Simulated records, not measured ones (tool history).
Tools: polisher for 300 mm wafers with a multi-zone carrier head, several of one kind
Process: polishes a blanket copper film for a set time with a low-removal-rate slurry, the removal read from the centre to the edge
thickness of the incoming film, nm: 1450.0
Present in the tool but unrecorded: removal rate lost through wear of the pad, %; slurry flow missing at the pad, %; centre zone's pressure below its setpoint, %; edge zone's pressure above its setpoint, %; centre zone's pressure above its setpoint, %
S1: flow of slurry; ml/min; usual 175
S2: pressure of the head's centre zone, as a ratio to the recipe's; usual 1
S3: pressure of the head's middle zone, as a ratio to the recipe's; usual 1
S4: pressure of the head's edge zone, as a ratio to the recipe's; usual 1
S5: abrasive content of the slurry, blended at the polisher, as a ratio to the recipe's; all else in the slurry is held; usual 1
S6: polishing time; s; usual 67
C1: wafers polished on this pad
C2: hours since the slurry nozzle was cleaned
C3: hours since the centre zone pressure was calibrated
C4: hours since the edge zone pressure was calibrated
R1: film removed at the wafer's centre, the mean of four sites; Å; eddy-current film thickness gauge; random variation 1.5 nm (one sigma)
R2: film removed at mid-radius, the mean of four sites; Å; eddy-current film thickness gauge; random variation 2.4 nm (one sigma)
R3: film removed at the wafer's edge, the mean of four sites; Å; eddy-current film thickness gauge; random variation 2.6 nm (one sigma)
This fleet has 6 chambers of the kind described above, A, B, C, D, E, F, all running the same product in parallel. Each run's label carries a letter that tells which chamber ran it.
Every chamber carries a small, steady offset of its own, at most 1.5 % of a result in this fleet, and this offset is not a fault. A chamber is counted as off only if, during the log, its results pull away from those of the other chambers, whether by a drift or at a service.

run   hour   S1    S2    S3    S4    S5  S6    C1     C2      C3     C4      R1      R2      R3
 1B    4.8  175     1     1     1     1  67   210  645.1   271.1  292.6  1950.8  1921.6  1983.2
 2F   11.4  175     1     1     1     1  67   915  889.7   728.1  137.6    1950  1959.9  1949.1
 3A   14.6  175     1     1     1     1  67   916    470   974.4   56.7  1948.8  1900.6  1939.7
 4D   18.3  175     1     1     1     1  67   515    297    99.3  185.7  1919.3  1940.6    1970
        20  -- chamber C: worn pad replaced by a new one
 5C   25.1  175     1     1     1     1  67    34  236.8   973.8  627.9  1958.1  1903.9  1983.6
 6E   28.4  175     1     1     1     1  67   625  535.7     689  823.6  1927.2  1906.3  1966.8
      31.2  -- chamber E: worn pad replaced by a new one
      32.3  -- chamber B: slurry nozzle cleaned
 7B   33.2  175     1     1     1     1  67   401    0.9   299.5    321  1915.4  1926.2  1996.2
 8C     40  175     1     1     1     1  67   134  251.7   988.7  642.8  1938.6  1914.9  1884.6
 9E   45.1  175     1     1     1  0.75  67    93  552.4   705.7  840.3  1827.3  1799.6  1862.6
10D   49.2  175     1     1     1  0.75  67   722  327.9   130.2  216.6  1820.7  1802.8  1812.5
11A   55.2  175     1     1     1  0.75  67  1188  510.6    1015   97.3    1810  1828.3  1826.2
      58.7  -- chamber F: worn pad replaced by a new one
12F   59.7  175     1     1     1  0.75  67     7    938   776.4  185.9  1835.6  1807.8  1839.6
13D   62.7  175     1     1     1  0.75  67   813  341.4   143.7  230.1  1805.8  1816.9  1861.2
14A   67.5  175     1     1     1  0.75  67  1271  522.9  1027.3  109.6  1822.5  1812.6  1807.3
15C     71  175     1     1     1     1  67   342  282.7  1019.7  673.8  1946.4  1955.4  1968.8
        75  -- chamber A: worn pad replaced by a new one
16E   76.8  175     1     1   1.1     1  67   306  584.1   737.4    872  1933.1  1905.9  2074.8
      76.9  -- chamber F: slurry nozzle cleaned
17B   82.2  175     1     1   1.1     1  67   729   49.9   348.5    370  1927.6  1921.6  2080.1
18F     86  175     1     1   1.1     1  67   183    9.1   802.7  212.2  1948.3    1905  2030.1
      89.4  -- chamber C: slurry nozzle cleaned
19B   89.4  175     1     1   1.1     1  67   778   57.1   355.7  377.2  1933.9  1975.4  2096.9
20E   92.5  175     1     1   1.1     1  67   411  599.8   753.1  887.7  1944.3  1914.6  2018.1
21C   98.5  175     1     1   1.1     1  67   527    9.2  1047.2  701.3  1922.3  1925.6  2048.1
      99.7  -- chamber C: centre zone pressure recalibrated
22A  103.4  175     1     1     1     1  67   190  558.8  1063.2  145.5  1945.6  1924.5  1937.8
23F  109.4  175     1     1     1     1  83   340   32.5   826.1  235.6  2400.8  2380.2  2380.6
     111.1  -- chamber C: worn pad replaced by a new one
     111.7  -- chamber A: centre zone pressure recalibrated
24D  115.9  175     1     1     1     1  83  1170  394.6   196.9  283.3  2367.5  2437.3  2425.8
     118.5  -- chamber E: worn pad replaced by a new one
     119.2  -- chamber D: slurry nozzle cleaned
25B  122.8  175     1     1     1     1  83  1002   90.5   389.1  410.6  2392.5  2398.9  2421.7
26D    127  175     1     1     1     1  83  1244    7.8     208  294.4  2388.8  2403.4  2363.4
27F    133  175     1     1     1     1  83   498   56.1   849.7  259.2  2381.7  2370.4  2426.4
28C  138.8  175     1     1     1     1  83   185   49.5    39.1  741.6  2399.6  2399.7    2426
     144.7  -- chamber E: slurry nozzle cleaned
29E  145.6  175     1     1     1     1  67   182      1   806.2  940.8  1949.6    1976  1934.4
     148.7  -- chamber D: worn pad replaced by a new one
30A  150.5  175     1     1     1     1  67   506  605.9    38.9  192.6  1860.3  1945.3  1985.6
     154.3  -- chamber E: edge zone pressure recalibrated
31C  155.9  175     1     1     1     1  67   300   66.6    56.2  758.7  1969.9  1909.6  1925.6
32E  161.5  175  0.95     1  1.07     1  67   288   16.9   822.1    7.3  1818.6  1889.3  2002.8
33F  168.3  175  0.95     1  1.07     1  67   735   91.4     885  294.5  1847.8  1939.8  2047.8
34D  174.5  175  0.95     1  1.07     1  67   173   55.3   255.5  341.9  1824.7  1910.7    1980
35B  178.7  175  0.95     1  1.07     1  67  1377  146.4     445  466.5  1835.3  1948.3  2053.5
     179.8  -- chamber A: slurry nozzle cleaned
36A  183.8  175  0.95     1  1.07     1  67   730    4.1    72.2  225.9  1782.9  1936.5  2010.1
37E  188.8  175  0.95     1  1.07     1  67   471   44.2   849.4   34.6  1859.1  1925.3    2008
38D  194.1  175     1     1     1     1  67   304   74.9   275.1  361.5  1911.2  1961.8  1936.9
39A  199.7  175     1  1.08     1     1  87   836     20    88.1  241.8  2408.1  2683.5  2576.1
40C  203.6  175     1  1.08     1     1  87   620  114.3   103.9  806.4  2538.4  2694.7  2450.3

Is one chamber off against the others, does the gauge drift, or is nothing wrong? If a chamber is off, say which, and what the likeliest cause is.

After it was serviced, chamber A no longer matches the other chambers.
Most likely cause: centre zone's pressure below its setpoint, % = 3.47.

Chamber A could run next with any of the 4 candidate recipes listed below; each alters the usual settings, and their results appear as question marks. Which one brings its results back in line with what the other chambers deliver on the usual settings?
Counts as in line when no further than this from what the other chambers average on the usual settings: R1 52 Å; R2 83 Å; R3 91 Å
41A-1  208.7  180  1.08  0.99  0.97   1  67                   ?   ?   ?
41A-2  208.7  170  0.96  1.01  1.01   1  67                   ?   ?   ?
41A-3  208.7  170  0.92  1.01  1.03   1  67                   ?   ?   ?
41A-4  208.7  180  1.04  0.99  0.99   1  67                   ?   ?   ?

The mean the other chambers reach with the usual settings: R1 1940.4 Å; R2 1931.4 Å; R3 1942.2 Å
  run      R1      R2      R3
41A-1  2031.1  1916.2    1918
41A-2  1762.9  1934.7  1944.2
41A-3  1680.6  1935.1  1964.2
41A-4    1948  1916.6  1938.2
The answer is 41A-4, which returns the chamber to within the allowed miss of the others.

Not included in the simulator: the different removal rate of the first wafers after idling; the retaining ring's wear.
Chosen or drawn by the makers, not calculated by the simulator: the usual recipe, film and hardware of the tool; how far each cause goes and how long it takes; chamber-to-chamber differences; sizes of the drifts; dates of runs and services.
